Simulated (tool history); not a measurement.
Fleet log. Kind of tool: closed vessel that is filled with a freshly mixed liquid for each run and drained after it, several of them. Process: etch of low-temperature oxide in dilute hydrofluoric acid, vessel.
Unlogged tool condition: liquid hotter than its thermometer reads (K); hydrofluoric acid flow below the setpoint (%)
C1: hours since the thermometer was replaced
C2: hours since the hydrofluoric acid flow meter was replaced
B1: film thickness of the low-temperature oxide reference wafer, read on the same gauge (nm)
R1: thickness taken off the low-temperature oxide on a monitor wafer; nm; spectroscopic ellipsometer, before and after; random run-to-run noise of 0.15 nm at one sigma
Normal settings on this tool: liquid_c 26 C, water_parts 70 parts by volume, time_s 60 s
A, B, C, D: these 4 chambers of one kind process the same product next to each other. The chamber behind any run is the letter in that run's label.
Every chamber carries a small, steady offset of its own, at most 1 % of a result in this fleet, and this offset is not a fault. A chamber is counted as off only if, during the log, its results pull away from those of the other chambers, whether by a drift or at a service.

run 1D hour=2.7 | liquid_c=26 water_parts=70 time_s=60 | C1=4.8 C2=1010.4 | B1=150.02 | R1=25.203
run 2C hour=6.0 | liquid_c=26 water_parts=70 time_s=60 | C1=194.7 C2=127.0 | B1=150.04 | R1=25.294
run 3A hour=11.3 | liquid_c=26 water_parts=70 time_s=60 | C1=979.6 C2=1001.4 | B1=150.03 | R1=25.352
run 4B hour=15.7 | liquid_c=26 water_parts=70 time_s=60 | C1=2412.1 C2=995.3 | B1=150.03 | R1=25.186
run 5D hour=21.6 | liquid_c=26 water_parts=70 time_s=60 | C1=23.7 C2=1029.3 | B1=150.03 | R1=25.173
run 6C hour=24.3 | liquid_c=26 water_parts=70 time_s=60 | C1=213.0 C2=145.3 | B1=150.03 | R1=25.418
run 7A hour=28.5 | liquid_c=26 water_parts=70 time_s=60 | C1=996.8 C2=1018.6 | B1=149.99 | R1=25.345
run 8B hour=34.5 | liquid_c=26 water_parts=70 time_s=60 | C1=2430.9 C2=1014.1 | B1=150.01 | R1=25.392
run 9D hour=37.5 | liquid_c=26 water_parts=70 time_s=60 | C1=39.6 C2=1045.2 | B1=150.01 | R1=25.196
run 10B hour=43.3 | liquid_c=26 water_parts=70 time_s=60 | C1=2439.7 C2=1022.9 | B1=149.97 | R1=25.366
run 11A hour=49.2 | liquid_c=26 water_parts=70 time_s=60 | C1=1017.5 C2=1039.3 | B1=149.99 | R1=25.401
run 12C hour=52.7 | liquid_c=26 water_parts=70 time_s=60 | C1=241.4 C2=173.7 | B1=150.01 | R1=25.281
run 13C hour=58.3 | liquid_c=26 water_parts=70 time_s=60 | C1=247.0 C2=179.3 | B1=150.02 | R1=25.579
run 14A hour=64.3 | liquid_c=26 water_parts=70 time_s=60 | C1=1032.6 C2=1054.4 | B1=149.98 | R1=25.503
run 15D hour=69.5 | liquid_c=26 water_parts=70 time_s=60 | C1=71.6 C2=1077.2 | B1=150.00 | R1=25.376
run 16B hour=72.3 | liquid_c=26 water_parts=70 time_s=60 | C1=2468.7 C2=1051.9 | B1=150.01 | R1=25.454
run 17B hour=77.5 | liquid_c=26 water_parts=70 time_s=85 | C1=2473.9 C2=1057.1 | B1=149.98 | R1=35.880
run 18D hour=83.6 | liquid_c=26 water_parts=70 time_s=85 | C1=85.7 C2=1091.3 | B1=150.00 | R1=35.894
run 19A hour=88.4 | liquid_c=26 water_parts=70 time_s=85 | C1=1056.7 C2=1078.5 | B1=150.06 | R1=36.911
run 20C hour=91.7 | liquid_c=26 water_parts=70 time_s=85 | C1=280.4 C2=212.7 | B1=150.04 | R1=35.778
run 21B hour=96.6 | liquid_c=26 water_parts=70 time_s=60 | C1=2493.0 C2=1076.2 | B1=149.97 | R1=25.416
run 22C hour=101.6 | liquid_c=26 water_parts=70 time_s=60 | C1=290.3 C2=222.6 | B1=150.00 | R1=25.524
run 23A hour=107.7 | liquid_c=26 water_parts=70 time_s=60 | C1=1076.0 C2=1097.8 | B1=150.02 | R1=26.239
run 24D hour=112.0 | liquid_c=26 water_parts=70 time_s=40 | C1=114.1 C2=1119.7 | B1=149.97 | R1=16.820
run 25A hour=117.7 | liquid_c=26 water_parts=70 time_s=40 | C1=1086.0 C2=1107.8 | B1=150.01 | R1=17.719
run 26C hour=121.5 | liquid_c=26 water_parts=70 time_s=40 | C1=310.2 C2=242.5 | B1=150.00 | R1=16.847
run 27D hour=127.2 | liquid_c=26 water_parts=70 time_s=40 | C1=129.3 C2=1134.9 | B1=150.01 | R1=17.024
run 28B hour=131.6 | liquid_c=26 water_parts=70 time_s=60 | C1=2528.0 C2=1111.2 | B1=150.05 | R1=25.379
run 29A hour=137.0 | liquid_c=26 water_parts=70 time_s=60 | C1=1105.3 C2=1127.1 | B1=149.95 | R1=27.254
run 30D hour=143.0 | liquid_c=26 water_parts=70 time_s=85 | C1=145.1 C2=1150.7 | B1=149.95 | R1=35.866
run 31B hour=147.7 | liquid_c=26 water_parts=70 time_s=85 | C1=2544.1 C2=1127.3 | B1=149.96 | R1=36.155

Next, every chamber runs the same settings. What will each give?
run 32A hour=152.1 | liquid_c=26 water_parts=70 time_s=75 | R1=?
run 32B hour=152.1 | liquid_c=26 water_parts=70 time_s=75 | R1=?
run 32C hour=152.1 | liquid_c=26 water_parts=70 time_s=75 | R1=?
run 32D hour=152.1 | liquid_c=26 water_parts=70 time_s=75 | R1=?

run=32A R1=34.728
run=32B R1=31.566
run=32C R1=31.887
run=32D R1=31.532

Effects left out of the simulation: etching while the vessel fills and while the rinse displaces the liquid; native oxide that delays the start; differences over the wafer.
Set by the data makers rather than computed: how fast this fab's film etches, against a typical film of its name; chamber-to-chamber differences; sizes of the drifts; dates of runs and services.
